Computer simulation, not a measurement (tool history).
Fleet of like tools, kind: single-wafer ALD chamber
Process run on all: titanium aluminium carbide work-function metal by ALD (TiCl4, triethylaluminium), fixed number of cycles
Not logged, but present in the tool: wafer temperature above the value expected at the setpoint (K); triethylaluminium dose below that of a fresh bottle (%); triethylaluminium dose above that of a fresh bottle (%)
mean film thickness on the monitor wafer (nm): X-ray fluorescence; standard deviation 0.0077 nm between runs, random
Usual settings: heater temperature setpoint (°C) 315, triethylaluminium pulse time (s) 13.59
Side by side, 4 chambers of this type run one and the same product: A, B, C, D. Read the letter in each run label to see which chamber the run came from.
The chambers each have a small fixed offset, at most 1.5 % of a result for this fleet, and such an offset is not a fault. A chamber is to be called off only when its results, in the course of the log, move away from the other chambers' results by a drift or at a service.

run	hour	heater temperature setpoint (°C)	triethylaluminium pulse time (s)	hours since the last thermocouple change	hours since the last triethylaluminium bottle change	read-back reference wafer on the same gauge, thickness_nm	mean film thickness on the monitor wafer (nm)
# hour 2.9: chamber C: triethylaluminium bottle replaced
1D	4.5	315	13.59	685.4	161.3	2.1012	2.1482
2C	9.3	315	13.59	143.4	6.4	2.0992	2.1886
3A	12	315	13.59	928.6	342.1	2.0996	2.195
4B	16.8	315	13.59	586.2	674.5	2.1003	2.1729
5A	19.8	315	13.59	936.4	349.9	2.1013	2.1921
6B	24.5	315	13.59	593.9	682.2	2.0993	2.1947
7C	26.9	315	13.59	161	24	2.0975	2.1838
8D	29.7	315	13.59	710.6	186.5	2.1012	2.1569
9D	33.6	315	13.59	714.5	190.4	2.0998	2.1401
10C	37.2	315	13.59	171.3	34.3	2.0999	2.1927
11B	41.9	326	13.59	611.3	699.6	2.0996	2.2809
12A	45.1	326	13.59	961.7	375.2	2.0989	2.3079
13C	47.4	326	13.59	181.5	44.5	2.1005	2.2849
14D	51.5	326	13.59	732.4	208.3	2.0988	2.2568
15A	54.9	315	13.59	971.5	385	2.0988	2.2001
16B	58.1	315	13.59	627.5	715.8	2.0986	2.1954
17B	60.4	315	13.59	629.8	718.1	2.0987	2.1736
18A	65.3	315	13.59	981.9	395.4	2.0999	2.1896
19C	67.7	315	13.59	201.8	64.8	2.1002	2.2006
20D	70.6	315	13.59	751.5	227.4	2.0992	2.1558
21C	74.7	315	15.74	208.8	71.8	2.0998	2.2017
22D	79.5	315	15.74	760.4	236.3	2.1007	2.1639
23B	83.3	315	15.74	652.7	741	2.1005	2.1808
24A	88.3	315	15.74	1004.9	418.4	2.0999	2.2249
25A	93.1	315	13.59	1009.7	423.2	2.1005	2.1815
26C	97.3	315	13.59	231.4	94.4	2.0999	2.1944
27D	99.9	315	13.59	780.8	256.7	2.098	2.1714
28B	104	315	10.38	673.4	761.7	2.0983	2.1586
29D	108.8	315	10.38	789.7	265.6	2.0989	2.1058
30A	111.9	315	10.38	1028.5	442	2.1	2.1064
31B	116.3	315	10.38	685.7	774	2.1001	2.1475
32C	121	315	13.59	255.1	118.1	2.1007	2.1942
33C	125.1	315	13.59	259.2	122.2	2.1002	2.2029
34A	129.1	315	13.59	1045.7	459.2	2.1006	2.1677
35D	133.6	315	13.59	814.5	290.4	2.0997	2.1701
36B	137.8	315	13.59	707.2	795.5	2.0999	2.1902
37A	140.7	315	13.59	1057.3	470.8	2.0999	2.1534
38D	144.4	315	13.59	825.3	301.2	2.1007	2.1614
39C	148.5	309	9.95	282.6	145.6	2.0997	2.0802
40B	153.3	309	9.95	722.7	811	2.1023	2.0822
41B	158.4	309	9.95	727.8	816.1	2.1018	2.0833

Each of the 4 chambers runs these same settings next. Fill in every chamber's results:
42A	162	315	8.53				?
42B	162	315	8.53				?
42C	162	315	8.53				?
42D	162	315	8.53				?

run	mean film thickness on the monitor wafer (nm)
42A	1.931
42B	2.0785
42C	2.0771
42D	2.0616

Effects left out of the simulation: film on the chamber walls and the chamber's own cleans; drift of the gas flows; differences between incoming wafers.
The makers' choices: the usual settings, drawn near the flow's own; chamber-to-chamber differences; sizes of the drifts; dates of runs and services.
